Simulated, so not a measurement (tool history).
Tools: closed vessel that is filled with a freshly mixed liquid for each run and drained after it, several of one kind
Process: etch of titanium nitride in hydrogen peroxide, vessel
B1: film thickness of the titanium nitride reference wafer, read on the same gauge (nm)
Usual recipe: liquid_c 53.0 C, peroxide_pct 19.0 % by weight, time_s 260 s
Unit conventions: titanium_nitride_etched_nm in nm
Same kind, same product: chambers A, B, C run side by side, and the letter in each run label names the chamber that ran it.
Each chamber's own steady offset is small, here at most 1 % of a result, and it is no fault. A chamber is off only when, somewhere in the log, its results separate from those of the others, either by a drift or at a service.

Run 1A, hour 4.5: usual settings; B1 69.976. Result: titanium_nitride_etched_nm 18.5280 nm.
Run 2C, hour 8.0: usual settings; B1 69.980. Result: titanium_nitride_etched_nm 18.1870 nm.
Run 3B, hour 11.2: usual settings; B1 69.991. Result: titanium_nitride_etched_nm 18.3410 nm.
Run 4C, hour 14.4: usual settings; B1 70.028. Result: titanium_nitride_etched_nm 18.3560 nm.
Run 5A, hour 16.6: usual settings; B1 69.973. Result: titanium_nitride_etched_nm 18.0190 nm.
Run 6B, hour 19.8: usual settings; B1 70.003. Result: titanium_nitride_etched_nm 18.3130 nm.
Run 7C, hour 22.1: usual settings; B1 69.987. Result: titanium_nitride_etched_nm 18.4920 nm.
Run 8A, hour 24.4: usual settings but liquid_c 45.0 C, peroxide_pct 22.5 % by weight; B1 69.928. Result: titanium_nitride_etched_nm 10.5400 nm.
Run 9B, hour 29.1: usual settings but liquid_c 45.0 C, peroxide_pct 22.5 % by weight; B1 69.968. Result: titanium_nitride_etched_nm 10.6010 nm.
Run 10C, hour 31.9: usual settings but liquid_c 45.0 C, peroxide_pct 22.5 % by weight; B1 69.929. Result: titanium_nitride_etched_nm 10.6380 nm.
Run 11B, hour 34.9: usual settings but peroxide_pct 23.0 % by weight; B1 69.968. Result: titanium_nitride_etched_nm 19.1310 nm.
Run 12A, hour 38.2: usual settings but peroxide_pct 23.0 % by weight; B1 69.983. Result: titanium_nitride_etched_nm 18.9320 nm.
Run 13C, hour 40.6: usual settings but peroxide_pct 23.0 % by weight; B1 69.989. Result: titanium_nitride_etched_nm 19.2540 nm.
Run 14B, hour 42.8: usual settings; B1 70.030. Result: titanium_nitride_etched_nm 18.2900 nm.
Run 15A, hour 46.4: usual settings; B1 70.019. Result: titanium_nitride_etched_nm 18.1480 nm.
Run 16C, hour 50.0: usual settings; B1 69.989. Result: titanium_nitride_etched_nm 18.2950 nm.
At hour 50.4: chamber C: thermometer replaced.
Run 17B, hour 54.7: usual settings; B1 70.009. Result: titanium_nitride_etched_nm 18.3790 nm.
Run 18A, hour 57.2: usual settings but liquid_c 45.0 C, time_s 195 s; B1 70.013. Result: titanium_nitride_etched_nm 7.5653 nm.
Run 19B, hour 61.9: usual settings but liquid_c 45.0 C, time_s 195 s; B1 70.002. Result: titanium_nitride_etched_nm 7.7158 nm.
Run 20C, hour 64.4: usual settings but liquid_c 45.0 C, time_s 195 s; B1 70.015. Result: titanium_nitride_etched_nm 7.5570 nm.
Run 21A, hour 67.1: usual settings but liquid_c 59.0 C, time_s 320 s; B1 69.955. Result: titanium_nitride_etched_nm 33.0720 nm.
Run 22C, hour 69.6: usual settings but liquid_c 59.0 C, time_s 320 s; B1 70.071. Result: titanium_nitride_etched_nm 34.3810 nm.
Run 23A, hour 73.6: usual settings but liquid_c 59.0 C, time_s 320 s; B1 70.010. Result: titanium_nitride_etched_nm 32.7650 nm.
Run 24B, hour 77.9: usual settings but peroxide_pct 22.0 % by weight; B1 69.954. Result: titanium_nitride_etched_nm 18.9280 nm.
Run 25A, hour 81.9: usual settings but peroxide_pct 22.0 % by weight; B1 70.000. Result: titanium_nitride_etched_nm 18.2640 nm.
Run 26B, hour 84.3: usual settings but peroxide_pct 22.0 % by weight; B1 70.064. Result: titanium_nitride_etched_nm 18.8840 nm.
Run 27C, hour 87.9: usual settings; B1 70.065. Result: titanium_nitride_etched_nm 18.3820 nm.
At hour 88.0: chamber C: new drum of peroxide connected.
Run 28C, hour 91.8: usual settings but liquid_c 49.0 C; B1 69.960. Result: titanium_nitride_etched_nm 13.6790 nm.
Run 29A, hour 96.6: usual settings but liquid_c 49.0 C; B1 69.989. Result: titanium_nitride_etched_nm 13.2030 nm.
Run 30B, hour 100.8: usual settings but liquid_c 49.0 C; B1 69.942. Result: titanium_nitride_etched_nm 13.7630 nm.
Run 31A, hour 103.5: usual settings but liquid_c 46.5 C, time_s 325 s; B1 69.965. Result: titanium_nitride_etched_nm 13.7980 nm.
Run 32B, hour 106.9: usual settings but liquid_c 46.5 C, time_s 325 s; B1 70.021. Result: titanium_nitride_etched_nm 14.1730 nm.
Run 33C, hour 111.3: usual settings but liquid_c 46.5 C, time_s 325 s; B1 69.986. Result: titanium_nitride_etched_nm 14.3690 nm.
Run 34B, hour 114.6: usual settings; B1 70.015. Result: titanium_nitride_etched_nm 18.4180 nm.
Run 35A, hour 118.1: usual settings; B1 69.983. Result: titanium_nitride_etched_nm 17.4800 nm.
Run 36C, hour 122.9: usual settings; B1 70.021. Result: titanium_nitride_etched_nm 18.3540 nm.
Run 37B, hour 125.8: usual settings; B1 69.963. Result: titanium_nitride_etched_nm 18.4220 nm.
Run 38C, hour 128.2: usual settings; B1 69.977. Result: titanium_nitride_etched_nm 18.1660 nm.
Run 39A, hour 132.0: usual settings; B1 70.005. Result: titanium_nitride_etched_nm 17.2050 nm.
Run 40A, hour 136.6: usual settings; B1 69.966. Result: titanium_nitride_etched_nm 17.3160 nm.
Run 41B, hour 139.5: usual settings but liquid_c 49.5 C, peroxide_pct 22.5 % by weight; B1 70.002. Result: titanium_nitride_etched_nm 14.9420 nm.
Run 42C, hour 142.3: usual settings but liquid_c 49.5 C, peroxide_pct 22.5 % by weight; B1 69.973. Result: titanium_nitride_etched_nm 14.8480 nm.
Run 43C, hour 147.1: usual settings but liquid_c 49.5 C, peroxide_pct 22.5 % by weight; B1 70.006. Result: titanium_nitride_etched_nm 14.8270 nm.

Has any chamber moved away from the others, gradually or after a service, or does the common gauge drift, or do the chambers differ only by their own small steady offsets? State the chamber and the most likely cause if one applies.

Little by little, chamber A moves away from the other chambers.
Most likely cause: liquid colder than its thermometer reads (K) = 0.803.

Chamber A could run next with any of the 4 candidate recipes listed below; each alters the usual settings, and their results appear as question marks. Which one brings its results back in line with what the other chambers deliver on the usual settings?
In line here means within this much of the mean the other chambers give on the usual settings: titanium_nitride_etched_nm 0.4500 nm
Run 44A-1, hour 150.6: usual settings but time_s 295 s. Result: titanium_nitride_etched_nm ?.
Run 44A-2, hour 150.6: usual settings but liquid_c 54.0 C. Result: titanium_nitride_etched_nm ?.
Run 44A-3, hour 150.6: usual settings but peroxide_pct 13.5 % by weight. Result: titanium_nitride_etched_nm ?.
Run 44A-4, hour 150.6: usual settings but liquid_c 52.0 C, time_s 245 s. Result: titanium_nitride_etched_nm ?.

Other chambers, usual settings, mean: titanium_nitride_etched_nm 18.3740 nm
  run  titanium_nitride_etched_nm
44A-1                     19.5570
44A-2                     18.4790
44A-3                     16.0200
44A-4                     15.1330
With 44A-2, the chamber falls back in line with the rest.
